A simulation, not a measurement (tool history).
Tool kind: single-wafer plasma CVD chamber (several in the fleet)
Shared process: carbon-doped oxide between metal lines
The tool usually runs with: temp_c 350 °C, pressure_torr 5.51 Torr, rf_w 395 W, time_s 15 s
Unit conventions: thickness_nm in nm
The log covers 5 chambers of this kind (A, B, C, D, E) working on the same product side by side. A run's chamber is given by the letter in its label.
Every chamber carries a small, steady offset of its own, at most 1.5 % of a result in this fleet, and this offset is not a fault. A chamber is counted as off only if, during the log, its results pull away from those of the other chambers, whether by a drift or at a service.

run,hour,temp_c,pressure_torr,rf_w,time_s,hours since the last thermocouple change,hours since the last RF generator calibration,hours since the last manometer calibration,"read-back reference wafer on the same gauge, thickness_nm",thickness_nm
1B,5.4,350,5.51,395,15,1058.5,491.2,943.7,73.688,67.067
2A,12.2,350,5.51,395,15,1507,964.2,874.3,73.736,66.943
3C,16.4,350,5.51,395,15,273.9,1490.4,844.3,73.627,66.281
4D,23.4,350,5.51,395,15,1670.5,1868.4,1164.4,73.663,67.156
5E,26.9,350,5.51,395,15,1360.8,711.1,124.5,73.654,66.377
6A,33.1,350,5.51,395,15,1527.9,985.1,895.2,73.719,66.856
7E,38.1,350,5.51,395,15,1372,722.3,135.7,73.693,66.529
8B,41.9,350,5.51,395,15,1095,527.7,980.2,73.641,67.011
9C,46.8,350,5.51,395,15,304.3,1520.8,874.7,73.723,66.584
10D,53.6,350,4.41,420,15,1700.7,1898.6,1194.6,73.72,68.235
11E,59.8,350,4.41,420,15,1393.7,744,157.4,73.699,67.636
12D,65.1,350,4.41,420,15,1712.2,1910.1,1206.1,73.737,68.493
13B,68.7,350,4.41,420,15,1121.8,554.5,1007,73.701,67.967
14C,75.7,350,4.41,420,15,333.2,1549.7,903.6,73.738,67.575
15A,80,350,5.51,395,15,1574.8,1032,942.1,73.712,66.913
16E,83.7,350,5.51,395,15,1417.6,767.9,181.3,73.726,66.247
17A,86.8,350,5.51,395,15,1581.6,1038.8,948.9,73.704,67.001
18D,92.1,350,5.51,395,15,1739.2,1937.1,1233.1,73.637,67.551
19B,95.9,350,5.51,395,15,1149,581.7,1034.2,73.724,66.788
20C,101.1,350,5.51,395,15,358.6,1575.1,929,73.776,66.391
21D,106,350,5.51,395,15,1753.1,1951,1247,73.683,67.836
22A,109.8,350,5.51,395,15,1604.6,1061.8,971.9,73.627,66.663
23B,116.5,350,5.51,395,15,1169.6,602.3,1054.8,73.701,67.233
24C,122.6,350,5.51,395,15,380.1,1596.6,950.5,73.736,66.243
25E,128.5,350,5.51,395,15,1462.4,812.7,226.1,73.692,66.142
26E,134,350,5.51,395,15,1467.9,818.2,231.6,73.693,65.526
# hour 138: chamber B: thermocouple changed; heater temperature recalibrated
27A,139.6,350,5.51,395,15,1634.4,1091.6,1001.7,73.702,66.62
28D,145.5,350,5.51,395,15,1792.6,1990.5,1286.5,73.658,67.467
29C,152.4,350,5.51,395,15,409.9,1626.4,980.3,73.683,66.805
30B,157.8,350,5.51,395,15,19.9,643.6,1096.1,73.708,67.199
# hour 158.1: chamber E: thermocouple changed; heater temperature recalibrated
# hour 159.8: chamber A: capacitance manometer re-zeroed and calibrated
31A,161.9,350,4.36,435,15,1656.7,1113.9,2.2,73.744,69.388
32E,168,350,4.36,435,15,10,852.2,265.6,73.743,67.357
33D,172.1,350,4.36,435,15,1819.2,2017.1,1313.1,73.704,69.612
34B,177.8,350,4.36,435,15,39.9,663.6,1116.1,73.721,69.62
35C,182.4,350,4.36,435,15,439.9,1656.4,1010.3,73.691,69.211
36C,189.2,350,5.51,395,15,446.7,1663.2,1017.1,73.646,66.794
37A,194.7,350,5.51,395,15,1689.5,1146.7,35,73.645,66.443
38E,198.1,350,5.51,395,15,40.1,882.3,295.7,73.689,64.355
39B,202.3,350,5.51,395,15,64.4,688.1,1140.6,73.705,67.091
40D,205.8,350,5.51,395,15,1852.9,2050.8,1346.8,73.714,67.086
41C,210.2,350,5.51,395,15,467.7,1684.2,1038.1,73.715,66.124

Read the log: is a single chamber off, either drifting away or since a service, is the gauge that measures every chamber drifting, or is nothing wrong beyond small per-chamber offsets? Name any odd chamber and what most likely caused it.

It is chamber E that slowly wanders off from its peers.
What lies behind it: delivered RF power below the setpoint (%) = 4.43.

Which of the 4 candidates below, each the usual settings with something changed and its results left as question marks, puts chamber E back in line with what the other chambers give on the usual settings?
Counts as in line when no further than this from what the other chambers average on the usual settings: thickness_nm 0.78 nm
42E-1,215.3,352,5.51,360,15,,,,,?
42E-2,215.3,349,5.56,410,15.7,,,,,?
42E-3,215.3,350,5.54,405,15.4,,,,,?
42E-4,215.3,350,5.51,385,14.6,,,,,?

Average result of the remaining chambers running the usual settings: thickness_nm 66.975 nm
run,thickness_nm
42E-1,59.138
42E-2,69.056
42E-3,66.915
42E-4,61.016
42E-3 is the one that brings the chamber's results back in line with the other chambers.
